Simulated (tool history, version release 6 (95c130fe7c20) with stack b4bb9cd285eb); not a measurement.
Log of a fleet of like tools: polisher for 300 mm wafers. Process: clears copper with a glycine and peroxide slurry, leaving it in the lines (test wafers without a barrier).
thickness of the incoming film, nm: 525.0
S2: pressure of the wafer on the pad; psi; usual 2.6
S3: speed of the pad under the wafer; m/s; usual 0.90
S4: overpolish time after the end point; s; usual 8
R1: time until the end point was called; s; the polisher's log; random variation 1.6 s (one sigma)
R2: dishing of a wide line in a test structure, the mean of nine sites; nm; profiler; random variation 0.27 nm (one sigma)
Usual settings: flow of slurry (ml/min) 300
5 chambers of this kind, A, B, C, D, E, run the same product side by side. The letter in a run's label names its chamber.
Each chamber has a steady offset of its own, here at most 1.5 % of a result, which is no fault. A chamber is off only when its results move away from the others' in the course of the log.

At day 0.246: chamber C: worn pad replaced by a new one.
Run 1B, day 0.271: usual settings. Result: R1 123.23 s, R2 25.778 nm.
Run 2D, day 0.629: usual settings. Result: R1 118.03 s, R2 25.710 nm.
Run 3C, day 0.838: usual settings. Result: R1 120.69 s, R2 25.748 nm.
Run 4E, day 1.158: usual settings. Result: R1 119.72 s, R2 26.017 nm.
Run 5A, day 1.429: usual settings. Result: R1 116.52 s, R2 25.766 nm.
At day 1.604: chamber E: worn pad replaced by a new one.
Run 6A, day 1.675: usual settings. Result: R1 119.20 s, R2 25.720 nm.
At day 1.896: chamber D: worn pad replaced by a new one.
Run 7C, day 1.992: usual settings. Result: R1 120.01 s, R2 25.720 nm.
Run 8E, day 2.258: usual settings. Result: R1 119.67 s, R2 25.675 nm.
Run 9B, day 2.500: usual settings. Result: R1 119.42 s, R2 26.365 nm.
At day 2.733: chamber A: head pressure recalibrated.
Run 10D, day 2.925: usual settings. Result: R1 114.93 s, R2 26.142 nm.
Run 11D, day 3.208: usual settings. Result: R1 116.74 s, R2 25.739 nm.
At day 3.225: chamber B: worn pad replaced by a new one.
Run 12C, day 3.517: usual settings. Result: R1 120.29 s, R2 25.557 nm.
Run 13E, day 3.871: usual settings. Result: R1 121.04 s, R2 26.135 nm.
At day 4.021: chamber A: worn pad replaced by a new one.
Run 14B, day 4.133: usual settings. Result: R1 120.31 s, R2 25.357 nm.
At day 4.446: chamber D: worn pad replaced by a new one.
At day 4.462: chamber C: worn pad replaced by a new one.
Run 15A, day 4.492: usual settings. Result: R1 115.34 s, R2 25.829 nm.
At day 4.550: chamber C: head pressure recalibrated.
Run 16B, day 4.692: usual settings. Result: R1 120.01 s, R2 25.251 nm.
At day 4.746: chamber E: worn pad replaced by a new one.
Run 17C, day 5.071: usual settings. Result: R1 119.95 s, R2 26.078 nm.
Run 18D, day 5.275: usual settings. Result: R1 119.20 s, R2 25.503 nm.
Run 19E, day 5.721: usual settings. Result: R1 118.07 s, R2 26.191 nm.
Run 20A, day 6.038: usual settings. Result: R1 118.51 s, R2 25.410 nm.
At day 6.188: chamber B: worn pad replaced by a new one.
Run 21E, day 6.462: usual settings. Result: R1 120.30 s, R2 25.889 nm.
Run 22D, day 6.850: usual settings. Result: R1 115.43 s, R2 25.866 nm.
Run 23C, day 7.162: usual settings. Result: R1 121.78 s, R2 25.500 nm.
At day 7.246: chamber D: worn pad replaced by a new one.
At day 7.404: chamber E: worn pad replaced by a new one.
Run 24B, day 7.454: usual settings. Result: R1 120.01 s, R2 25.301 nm.
Run 25A, day 7.808: usual settings but S2 3.1 psi. Result: R1 103.26 s, R2 29.851 nm.
At day 8.158: chamber D: slurry nozzle cleaned.
At day 8.200: chamber E: slurry nozzle cleaned.
Run 26B, day 8.217: usual settings but S2 3.1 psi. Result: R1 102.41 s, R2 29.491 nm.
At day 8.279: chamber C: worn pad replaced by a new one.
Run 27D, day 8.433: usual settings but S2 3.1 psi. Result: R1 102.59 s, R2 29.419 nm.
Run 28E, day 8.738: usual settings but S2 3.1 psi. Result: R1 105.27 s, R2 29.813 nm.
At day 9.058: chamber A: slurry nozzle cleaned.
Run 29A, day 9.125: usual settings but S2 3.1 psi. Result: R1 104.93 s, R2 29.746 nm.
Run 30C, day 9.362: usual settings but S3 1.08 m/s. Result: R1 103.07 s, R2 29.341 nm.
Run 31E, day 9.692: usual settings but S3 1.08 m/s. Result: R1 102.13 s, R2 28.932 nm.
At day 9.904: chamber D: worn pad replaced by a new one.
At day 10.067: chamber A: worn pad replaced by a new one.
Run 32D, day 10.100: usual settings but S3 1.08 m/s. Result: R1 102.01 s, R2 29.485 nm.
At day 10.121: chamber B: worn pad replaced by a new one.
Run 33C, day 10.354: usual settings but S3 1.08 m/s. Result: R1 104.55 s, R2 29.650 nm.
Run 34A, day 10.621: usual settings but S3 1.08 m/s. Result: R1 103.05 s, R2 29.542 nm.
Run 35B, day 10.850: usual settings. Result: R1 116.59 s, R2 25.744 nm.

What goes on in this fleet: one chamber off, a drifting gauge, or nothing beyond the chambers' own small offsets? Name the chamber and the cause, if any.

No chamber stands off beyond its own small offset, and the gauge holds steady.
